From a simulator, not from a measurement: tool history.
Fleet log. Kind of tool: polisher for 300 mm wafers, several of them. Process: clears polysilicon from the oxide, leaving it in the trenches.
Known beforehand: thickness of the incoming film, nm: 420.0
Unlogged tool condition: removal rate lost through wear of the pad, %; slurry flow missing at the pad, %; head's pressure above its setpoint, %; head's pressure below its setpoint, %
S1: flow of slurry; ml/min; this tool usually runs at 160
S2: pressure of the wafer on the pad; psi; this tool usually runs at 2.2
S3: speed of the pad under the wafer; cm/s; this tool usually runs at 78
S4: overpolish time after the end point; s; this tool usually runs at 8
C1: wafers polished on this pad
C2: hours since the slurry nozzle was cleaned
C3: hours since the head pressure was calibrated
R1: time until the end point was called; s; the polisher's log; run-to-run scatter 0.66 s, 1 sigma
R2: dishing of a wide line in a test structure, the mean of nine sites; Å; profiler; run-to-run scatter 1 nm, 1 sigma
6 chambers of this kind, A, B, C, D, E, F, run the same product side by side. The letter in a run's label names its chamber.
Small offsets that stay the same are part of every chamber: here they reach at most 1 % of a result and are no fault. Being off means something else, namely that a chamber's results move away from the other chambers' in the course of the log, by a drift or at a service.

-- day=0.021 chamber B: worn pad replaced by a new one
-- day=0.142 chamber C: worn pad replaced by a new one
run 1D day=0.392 | S1=160 S2=2.2 S3=78 S4=8 | C1=641 C2=419.3 C3=565.0 | R1=42.250 R2=407.33
run 2C day=0.754 | S1=160 S2=2.2 S3=78 S4=8 | C1=137 C2=586.6 C3=522.8 | R1=42.379 R2=406.99
-- day=0.804 chamber A: worn pad replaced by a new one
run 3A day=1.133 | S1=160 S2=2.2 S3=78 S4=8 | C1=73 C2=254.1 C3=145.5 | R1=41.876 R2=425.21
run 4B day=1.371 | S1=160 S2=2.2 S3=78 S4=8 | C1=301 C2=195.6 C3=535.3 | R1=41.361 R2=420.99
-- day=1.446 chamber F: worn pad replaced by a new one
-- day=1.696 chamber F: head pressure recalibrated
run 5E day=1.738 | S1=125 S2=2.2 S3=78 S4=4 | C1=672 C2=349.4 C3=997.6 | R1=42.988 R2=277.01
run 6F day=2.171 | S1=125 S2=2.2 S3=78 S4=4 | C1=161 C2=263.5 C3=11.5 | R1=44.980 R2=273.43
run 7D day=2.558 | S1=125 S2=2.2 S3=78 S4=4 | C1=1123 C2=471.3 C3=617.0 | R1=44.600 R2=273.85
-- day=2.600 chamber E: worn pad replaced by a new one
-- day=2.733 chamber D: worn pad replaced by a new one
run 8C day=2.783 | S1=125 S2=2.2 S3=78 S4=4 | C1=589 C2=635.3 C3=571.5 | R1=44.490 R2=277.82
run 9A day=3.038 | S1=125 S2=2.2 S3=78 S4=4 | C1=497 C2=299.8 C3=191.2 | R1=44.335 R2=274.35
-- day=3.183 chamber A: worn pad replaced by a new one
run 10B day=3.254 | S1=125 S2=2.2 S3=78 S4=4 | C1=720 C2=240.8 C3=580.5 | R1=44.322 R2=278.92
-- day=3.450 chamber B: slurry nozzle cleaned
run 11F day=3.462 | S1=160 S2=2.2 S3=78 S4=10 | C1=449 C2=294.5 C3=42.5 | R1=42.343 R2=486.40
run 12E day=3.775 | S1=160 S2=2.2 S3=78 S4=10 | C1=262 C2=398.3 C3=1046.5 | R1=42.136 R2=465.20
run 13A day=4.096 | S1=160 S2=2.2 S3=78 S4=10 | C1=203 C2=325.2 C3=216.6 | R1=41.839 R2=442.72
run 14C day=4.358 | S1=160 S2=2.2 S3=78 S4=10 | C1=940 C2=673.1 C3=609.3 | R1=42.820 R2=458.99
run 15D day=4.625 | S1=160 S2=2.2 S3=78 S4=10 | C1=422 C2=520.9 C3=666.6 | R1=40.736 R2=459.86
run 16F day=4.842 | S1=160 S2=2.2 S3=78 S4=10 | C1=756 C2=327.6 C3=75.6 | R1=42.573 R2=444.45
-- day=4.850 chamber D: head pressure recalibrated
run 17B day=5.096 | S1=160 S2=2.2 S3=78 S4=8 | C1=1131 C2=39.6 C3=624.7 | R1=41.999 R2=432.76
-- day=5.475 chamber C: worn pad replaced by a new one
run 18E day=5.483 | S1=160 S2=2.2 S3=78 S4=8 | C1=643 C2=439.3 C3=1087.5 | R1=41.624 R2=424.40
-- day=5.662 chamber A: worn pad replaced by a new one
run 19B day=5.721 | S1=120 S2=2.2 S3=98 S4=8 | C1=1270 C2=54.6 C3=639.7 | R1=36.477 R2=437.00
run 20F day=5.954 | S1=120 S2=2.2 S3=98 S4=8 | C1=1004 C2=354.3 C3=102.3 | R1=35.481 R2=452.40
-- day=6.150 chamber E: worn pad replaced by a new one
run 21E day=6.304 | S1=120 S2=2.2 S3=98 S4=8 | C1=34 C2=459.0 C3=1107.2 | R1=35.910 R2=437.32
-- day=6.608 chamber F: worn pad replaced by a new one
run 22A day=6.746 | S1=120 S2=2.2 S3=98 S4=8 | C1=241 C2=388.8 C3=280.2 | R1=35.447 R2=437.53
run 23C day=6.958 | S1=120 S2=2.2 S3=98 S4=8 | C1=331 C2=735.5 C3=671.7 | R1=34.748 R2=465.46
-- day=7.054 chamber B: worn pad replaced by a new one
run 24D day=7.188 | S1=120 S2=2.2 S3=98 S4=8 | C1=993 C2=582.4 C3=56.2 | R1=34.906 R2=452.37
run 25C day=7.433 | S1=160 S2=2.2 S3=78 S4=8 | C1=436 C2=746.9 C3=683.1 | R1=42.644 R2=411.91
run 26F day=7.767 | S1=160 S2=2.2 S3=78 S4=8 | C1=258 C2=397.8 C3=145.8 | R1=42.083 R2=418.24
run 27B day=8.158 | S1=160 S2=2.2 S3=78 S4=8 | C1=246 C2=113.1 C3=698.2 | R1=43.702 R2=426.86
-- day=8.162 chamber D: worn pad replaced by a new one
run 28E day=8.371 | S1=160 S2=2.2 S3=78 S4=8 | C1=495 C2=508.6 C3=1156.8 | R1=43.158 R2=414.90
-- day=8.488 chamber A: worn pad replaced by a new one
run 29A day=8.658 | S1=160 S2=2.2 S3=78 S4=8 | C1=38 C2=434.7 C3=326.1 | R1=43.090 R2=417.06
-- day=8.962 chamber C: slurry nozzle cleaned
run 30D day=9.038 | S1=160 S2=2.2 S3=78 S4=8 | C1=195 C2=626.8 C3=100.6 | R1=41.585 R2=420.75
-- day=9.304 chamber A: slurry nozzle cleaned
-- day=9.400 chamber E: worn pad replaced by a new one
run 31F day=9.479 | S1=160 S2=2.2 S3=78 S4=8 | C1=640 C2=438.9 C3=186.9 | R1=42.504 R2=425.39
run 32E day=9.712 | S1=160 S2=2.2 S3=78 S4=8 | C1=70 C2=540.8 C3=1189.0 | R1=43.737 R2=411.21
run 33B day=10.029 | S1=160 S2=2.2 S3=78 S4=8 | C1=663 C2=158.0 C3=743.1 | R1=42.256 R2=435.62
run 34A day=10.467 | S1=160 S2=2.2 S3=78 S4=8 | C1=441 C2=27.9 C3=369.5 | R1=41.542 R2=408.57
-- day=10.704 chamber A: worn pad replaced by a new one
-- day=10.767 chamber C: worn pad replaced by a new one
run 35C day=10.804 | S1=160 S2=2.2 S3=78 S4=13 | C1=8 C2=44.2 C3=764.0 | R1=41.252 R2=490.72
run 36D day=11.058 | S1=160 S2=2.2 S3=78 S4=13 | C1=645 C2=675.3 C3=149.1 | R1=41.599 R2=498.35
run 37E day=11.346 | S1=160 S2=2.2 S3=78 S4=13 | C1=434 C2=580.0 C3=1228.2 | R1=44.237 R2=462.09
-- day=11.533 chamber F: worn pad replaced by a new one
-- day=11.558 chamber A: head pressure recalibrated
run 38B day=11.729 | S1=160 S2=2.2 S3=78 S4=13 | C1=1042 C2=198.8 C3=783.9 | R1=42.760 R2=485.45
run 39A day=12.096 | S1=160 S2=2.2 S3=78 S4=13 | C1=310 C2=67.0 C3=13.0 | R1=41.434 R2=461.24
run 40D day=12.308 | S1=160 S2=2.2 S3=78 S4=13 | C1=924 C2=705.3 C3=179.1 | R1=40.899 R2=464.46
run 41F day=12.733 | S1=160 S2=2.2 S3=78 S4=8 | C1=268 C2=517.0 C3=265.0 | R1=42.080 R2=425.87

All 6 chambers run these settings next. Forecast each chamber's results:
run 42A day=13.062 | S1=160 S2=2.2 S3=78 S4=8 | R1=? R2=?
run 42B day=13.062 | S1=160 S2=2.2 S3=78 S4=8 | R1=? R2=?
run 42C day=13.062 | S1=160 S2=2.2 S3=78 S4=8 | R1=? R2=?
run 42D day=13.062 | S1=160 S2=2.2 S3=78 S4=8 | R1=? R2=?
run 42E day=13.062 | S1=160 S2=2.2 S3=78 S4=8 | R1=? R2=?
run 42F day=13.062 | S1=160 S2=2.2 S3=78 S4=8 | R1=? R2=?

run=42A R1=42.752 R2=429.70
run=42B R1=42.748 R2=406.91
run=42C R1=41.658 R2=415.07
run=42D R1=43.123 R2=417.89
run=42E R1=46.100 R2=388.38
run=42F R1=41.655 R2=417.57
